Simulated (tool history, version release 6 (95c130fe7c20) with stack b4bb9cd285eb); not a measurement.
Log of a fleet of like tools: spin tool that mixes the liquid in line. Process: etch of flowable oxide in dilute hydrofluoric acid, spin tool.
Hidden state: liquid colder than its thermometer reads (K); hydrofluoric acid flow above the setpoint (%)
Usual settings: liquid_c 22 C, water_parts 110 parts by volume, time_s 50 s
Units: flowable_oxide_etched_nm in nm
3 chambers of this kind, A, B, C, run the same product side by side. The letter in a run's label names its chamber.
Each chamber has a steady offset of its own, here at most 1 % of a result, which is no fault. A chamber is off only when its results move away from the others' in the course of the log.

run    day  liquid_c  water_parts  time_s  hours since the thermometer was replaced  hours since the hydrofluoric acid flow meter was replaced  read-back film thickness of the flowable oxide reference wafer, read on the same gauge (nm)  flowable_oxide_etched_nm
 1A  0.467        22          110      50                                     605.1                                                      419.1                                                                                       49.927                    11.440
 2C  0.688        22          110      50                                    1587.6                                                      159.7                                                                                       50.026                    11.572
 3B  1.125        22          110      50                                     270.9                                                       90.0                                                                                       49.991                    11.560
 4B  1.479        22          110      50                                     279.4                                                       98.5                                                                                       50.006                    11.473
 5C  1.883        22          110      50                                    1616.3                                                      188.4                                                                                       49.998                    11.642
 6A  2.283        22          110      50                                     648.7                                                      462.7                                                                                       50.008                    11.514
 7C  2.650        22           90      50                                    1634.7                                                      206.8                                                                                       49.991                    14.576
 8B  2.875        22           90      50                                     312.9                                                      132.0                                                                                       49.989                    13.924
 9A  3.096        22           90      50                                     668.2                                                      482.2                                                                                       50.033                    14.624
10B  3.525        22          110      50                                     328.5                                                      147.6                                                                                       50.023                    11.187
11C  3.858        22          110      50                                    1663.7                                                      235.8                                                                                       49.994                    11.704
12A  4.321        22          110      50                                     697.6                                                      511.6                                                                                       50.005                    11.576
13B  4.679        22          110      50                                     356.2                                                      175.3                                                                                       50.035                    11.041
14C  5.062        22          110      50                                    1692.6                                                      264.7                                                                                       50.063                    11.627
15A  5.308        22          110      50                                     721.3                                                      535.3                                                                                       49.953                    11.409
16C  5.538        22          110      50                                    1704.0                                                      276.1                                                                                       50.007                    11.482
17A  5.892        22          110      50                                     735.3                                                      549.3                                                                                       50.002                    11.518
18B  6.229        22          110      50                                     393.4                                                      212.5                                                                                       50.003                    10.839
19C  6.462        22          110      50                                    1726.2                                                      298.3                                                                                       49.968                    11.565
20B  6.912        22          110      50                                     409.8                                                      228.9                                                                                       49.973                    10.673

Is one chamber off against the others, does the gauge drift, or is nothing wrong? If a chamber is off, say which, and what the likeliest cause is.

Chamber B drifts away from the others.
Cause: liquid colder than its thermometer reads (K) = 1.87.
The log may not tell that from: hydrofluoric acid flow below the setpoint (%).

Here are 4 candidates for chamber B's next run, each the usual settings with a change, their results left as question marks. Which one brings its results back in line with what the others give on the usual settings?
In line means no further than this from the other chambers' mean on the usual settings: flowable_oxide_etched_nm 0.2800 nm
21B-1  7.262        22          120      50                                                                                                                                                                                                                           ?
21B-2  7.262        24          110      50                                                                                                                                                                                                                           ?
21B-3  7.262        22          105      50                                                                                                                                                                                                                           ?
21B-4  7.262        22          115      50                                                                                                                                                                                                                           ?

The other chambers' mean on the usual settings: flowable_oxide_etched_nm 11.5910 nm
  run  flowable_oxide_etched_nm
21B-1                    9.5747
21B-2                   11.4230
21B-3                   11.1060
21B-4                   10.0410
21B-2 brings the chamber back in line.
